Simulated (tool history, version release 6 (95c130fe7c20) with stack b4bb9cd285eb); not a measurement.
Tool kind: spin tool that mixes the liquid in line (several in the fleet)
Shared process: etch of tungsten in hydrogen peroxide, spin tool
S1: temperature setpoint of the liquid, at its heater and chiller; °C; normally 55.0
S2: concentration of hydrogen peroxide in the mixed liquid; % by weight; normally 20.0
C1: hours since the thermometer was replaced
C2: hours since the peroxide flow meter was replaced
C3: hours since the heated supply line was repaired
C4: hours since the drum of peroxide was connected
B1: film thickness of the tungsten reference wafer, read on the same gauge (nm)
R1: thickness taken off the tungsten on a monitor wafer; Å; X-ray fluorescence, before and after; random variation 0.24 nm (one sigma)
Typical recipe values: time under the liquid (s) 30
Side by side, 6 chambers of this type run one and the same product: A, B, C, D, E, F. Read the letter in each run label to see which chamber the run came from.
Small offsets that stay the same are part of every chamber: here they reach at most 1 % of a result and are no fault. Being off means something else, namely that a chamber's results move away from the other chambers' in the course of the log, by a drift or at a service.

{"run": "1B", "hour": 3.4, "S1": 55.0, "S2": 20.0, "time under the liquid (s)": 30, "C1": 547.6, "C2": 41.0, "C3": 406.4, "C4": 309.5, "B1": 100.03, "R1": 339.05}
{"run": "2C", "hour": 6.6, "S1": 55.0, "S2": 20.0, "time under the liquid (s)": 30, "C1": 101.1, "C2": 68.0, "C3": 160.6, "C4": 71.7, "B1": 100.02, "R1": 337.9}
{"run": "3A", "hour": 13.0, "S1": 55.0, "S2": 20.0, "time under the liquid (s)": 30, "C1": 1245.6, "C2": 455.2, "C3": 558.7, "C4": 455.9, "B1": 100.04, "R1": 342.56}
{"run": "4F", "hour": 16.2, "S1": 55.0, "S2": 20.0, "time under the liquid (s)": 30, "C1": 1019.1, "C2": 1255.8, "C3": 685.7, "C4": 941.0, "B1": 100.03, "R1": 340.27}
{"run": "5E", "hour": 19.5, "S1": 47.5, "S2": 14.5, "time under the liquid (s)": 30, "C1": 172.1, "C2": 132.4, "C3": 898.5, "C4": 405.6, "B1": 99.994, "R1": 186.04}
{"run": "6D", "hour": 24.0, "S1": 47.5, "S2": 14.5, "time under the liquid (s)": 30, "C1": 404.0, "C2": 307.8, "C3": 1337.4, "C4": 999.8, "B1": 99.967, "R1": 185.93}
{"run": "7D", "hour": 30.7, "S1": 47.5, "S2": 14.5, "time under the liquid (s)": 30, "C1": 410.7, "C2": 314.5, "C3": 1344.1, "C4": 1006.5, "B1": 100.03, "R1": 186.09}
{"run": "8E", "hour": 37.0, "S1": 47.5, "S2": 14.5, "time under the liquid (s)": 30, "C1": 189.6, "C2": 149.9, "C3": 916.0, "C4": 423.1, "B1": 100.02, "R1": 184.89}
{"run": "9F", "hour": 41.6, "S1": 47.5, "S2": 14.5, "time under the liquid (s)": 30, "C1": 1044.5, "C2": 1281.2, "C3": 711.1, "C4": 966.4, "B1": 99.969, "R1": 185.13}
{"run": "10B", "hour": 45.9, "S1": 47.5, "S2": 14.5, "time under the liquid (s)": 30, "C1": 590.1, "C2": 83.5, "C3": 448.9, "C4": 352.0, "B1": 99.931, "R1": 182.45}
{"run": "11C", "hour": 49.1, "S1": 55.0, "S2": 20.0, "time under the liquid (s)": 30, "C1": 143.6, "C2": 110.5, "C3": 203.1, "C4": 114.2, "B1": 100.01, "R1": 345.1}
{"run": "12A", "hour": 54.7, "S1": 55.0, "S2": 20.0, "time under the liquid (s)": 30, "C1": 1287.3, "C2": 496.9, "C3": 600.4, "C4": 497.6, "B1": 99.979, "R1": 337.27}
{"run": "13E", "hour": 60.4, "S1": 55.0, "S2": 20.0, "time under the liquid (s)": 30, "C1": 213.0, "C2": 173.3, "C3": 939.4, "C4": 446.5, "B1": 99.974, "R1": 344.39}
{"run": "14F", "hour": 65.8, "S1": 55.0, "S2": 20.0, "time under the liquid (s)": 30, "C1": 1068.7, "C2": 1305.4, "C3": 735.3, "C4": 990.6, "B1": 100.02, "R1": 342.63}
{"run": "15A", "hour": 71.5, "S1": 55.0, "S2": 20.0, "time under the liquid (s)": 30, "C1": 1304.1, "C2": 513.7, "C3": 617.2, "C4": 514.4, "B1": 99.981, "R1": 341.86}
{"run": "16D", "hour": 76.2, "S1": 55.0, "S2": 20.0, "time under the liquid (s)": 30, "C1": 456.2, "C2": 360.0, "C3": 1389.6, "C4": 1052.0, "B1": 99.993, "R1": 345.33}
{"run": "17C", "hour": 79.3, "S1": 55.0, "S2": 20.0, "time under the liquid (s)": 30, "C1": 173.8, "C2": 140.7, "C3": 233.3, "C4": 144.4, "B1": 100.02, "R1": 345.89}
{"run": "18B", "hour": 85.2, "S1": 55.0, "S2": 20.0, "time under the liquid (s)": 30, "C1": 629.4, "C2": 122.8, "C3": 488.2, "C4": 391.3, "B1": 99.998, "R1": 339.55}
{"run": "19C", "hour": 89.7, "S1": 55.0, "S2": 20.0, "time under the liquid (s)": 30, "C1": 184.2, "C2": 151.1, "C3": 243.7, "C4": 154.8, "B1": 100.02, "R1": 335.99}
{"run": "20F", "hour": 96.4, "S1": 55.0, "S2": 20.0, "time under the liquid (s)": 30, "C1": 1099.3, "C2": 1336.0, "C3": 765.9, "C4": 1021.2, "B1": 99.986, "R1": 335.14}
{"run": "21B", "hour": 100.6, "S1": 55.0, "S2": 20.0, "time under the liquid (s)": 30, "C1": 644.8, "C2": 138.2, "C3": 503.6, "C4": 406.7, "B1": 100.02, "R1": 340.77}
{"run": "22A", "hour": 106.7, "S1": 55.0, "S2": 20.0, "time under the liquid (s)": 30, "C1": 1339.3, "C2": 548.9, "C3": 652.4, "C4": 549.6, "B1": 99.986, "R1": 339.63}
{"hour": 111.2, "done": "chamber D: thermometer replaced"}
{"run": "23D", "hour": 113.6, "S1": 55.0, "S2": 20.0, "time under the liquid (s)": 30, "C1": 2.5, "C2": 397.4, "C3": 1427.0, "C4": 1089.4, "B1": 100.03, "R1": 347.53}
{"run": "24E", "hour": 118.2, "S1": 55.0, "S2": 20.0, "time under the liquid (s)": 30, "C1": 270.8, "C2": 231.1, "C3": 997.2, "C4": 504.3, "B1": 100.01, "R1": 341.91}
{"run": "25D", "hour": 121.6, "S1": 55.0, "S2": 20.0, "time under the liquid (s)": 30, "C1": 10.5, "C2": 405.4, "C3": 1435.0, "C4": 1097.4, "B1": 99.955, "R1": 344.85}
{"run": "26E", "hour": 126.4, "S1": 58.0, "S2": 20.0, "time under the liquid (s)": 20, "C1": 279.0, "C2": 239.3, "C3": 1005.4, "C4": 512.5, "B1": 99.99, "R1": 269.45}
{"run": "27A", "hour": 131.3, "S1": 58.0, "S2": 20.0, "time under the liquid (s)": 20, "C1": 1363.9, "C2": 573.5, "C3": 677.0, "C4": 574.2, "B1": 99.967, "R1": 273.71}
{"hour": 134.6, "done": "chamber F: thermometer replaced"}
{"run": "28B", "hour": 138.0, "S1": 58.0, "S2": 20.0, "time under the liquid (s)": 20, "C1": 682.2, "C2": 175.6, "C3": 541.0, "C4": 444.1, "B1": 100.04, "R1": 267.94}
{"run": "29F", "hour": 143.8, "S1": 58.0, "S2": 20.0, "time under the liquid (s)": 20, "C1": 9.3, "C2": 1383.4, "C3": 813.3, "C4": 1068.6, "B1": 100.01, "R1": 254.5}
{"run": "30C", "hour": 148.4, "S1": 58.0, "S2": 20.0, "time under the liquid (s)": 20, "C1": 242.9, "C2": 209.8, "C3": 302.4, "C4": 213.5, "B1": 99.991, "R1": 272.67}
{"run": "31B", "hour": 151.9, "S1": 58.0, "S2": 20.0, "time under the liquid (s)": 20, "C1": 696.1, "C2": 189.5, "C3": 554.9, "C4": 458.0, "B1": 100.02, "R1": 270.57}
{"run": "32F", "hour": 157.9, "S1": 55.0, "S2": 20.0, "time under the liquid (s)": 30, "C1": 23.4, "C2": 1397.5, "C3": 827.4, "C4": 1082.7, "B1": 100.04, "R1": 314.64}
{"run": "33A", "hour": 161.4, "S1": 55.0, "S2": 20.0, "time under the liquid (s)": 30, "C1": 1394.0, "C2": 603.6, "C3": 707.1, "C4": 604.3, "B1": 100.0, "R1": 340.54}
{"run": "34C", "hour": 165.3, "S1": 55.0, "S2": 20.0, "time under the liquid (s)": 30, "C1": 259.8, "C2": 226.7, "C3": 319.3, "C4": 230.4, "B1": 100.0, "R1": 339.35}
{"run": "35D", "hour": 171.1, "S1": 46.0, "S2": 15.0, "time under the liquid (s)": 30, "C1": 60.0, "C2": 454.9, "C3": 1484.5, "C4": 1146.9, "B1": 99.994, "R1": 172.24}
{"run": "36E", "hour": 177.7, "S1": 46.0, "S2": 15.0, "time under the liquid (s)": 30, "C1": 330.3, "C2": 290.6, "C3": 1056.7, "C4": 563.8, "B1": 100.01, "R1": 172.29}
{"run": "37C", "hour": 182.6, "S1": 46.0, "S2": 15.0, "time under the liquid (s)": 30, "C1": 277.1, "C2": 244.0, "C3": 336.6, "C4": 247.7, "B1": 99.965, "R1": 169.83}
{"run": "38D", "hour": 188.6, "S1": 46.0, "S2": 15.0, "time under the liquid (s)": 30, "C1": 77.5, "C2": 472.4, "C3": 1502.0, "C4": 1164.4, "B1": 100.0, "R1": 171.08}
{"run": "39B", "hour": 191.8, "S1": 46.0, "S2": 15.0, "time under the liquid (s)": 30, "C1": 736.0, "C2": 229.4, "C3": 594.8, "C4": 497.9, "B1": 99.971, "R1": 169.24}

Next, every chamber runs the same settings. What will each give?
{"run": "40A", "hour": 196.7, "S1": 55.0, "S2": 20.0, "time under the liquid (s)": 20, "R1": "?"}
{"run": "40B", "hour": 196.7, "S1": 55.0, "S2": 20.0, "time under the liquid (s)": 20, "R1": "?"}
{"run": "40C", "hour": 196.7, "S1": 55.0, "S2": 20.0, "time under the liquid (s)": 20, "R1": "?"}
{"run": "40D", "hour": 196.7, "S1": 55.0, "S2": 20.0, "time under the liquid (s)": 20, "R1": "?"}
{"run": "40E", "hour": 196.7, "S1": 55.0, "S2": 20.0, "time under the liquid (s)": 20, "R1": "?"}
{"run": "40F", "hour": 196.7, "S1": 55.0, "S2": 20.0, "time under the liquid (s)": 20, "R1": "?"}

run=40A R1=227.33
run=40B R1=226.12
run=40C R1=226.17
run=40D R1=231.27
run=40E R1=226.13
run=40F R1=203.03

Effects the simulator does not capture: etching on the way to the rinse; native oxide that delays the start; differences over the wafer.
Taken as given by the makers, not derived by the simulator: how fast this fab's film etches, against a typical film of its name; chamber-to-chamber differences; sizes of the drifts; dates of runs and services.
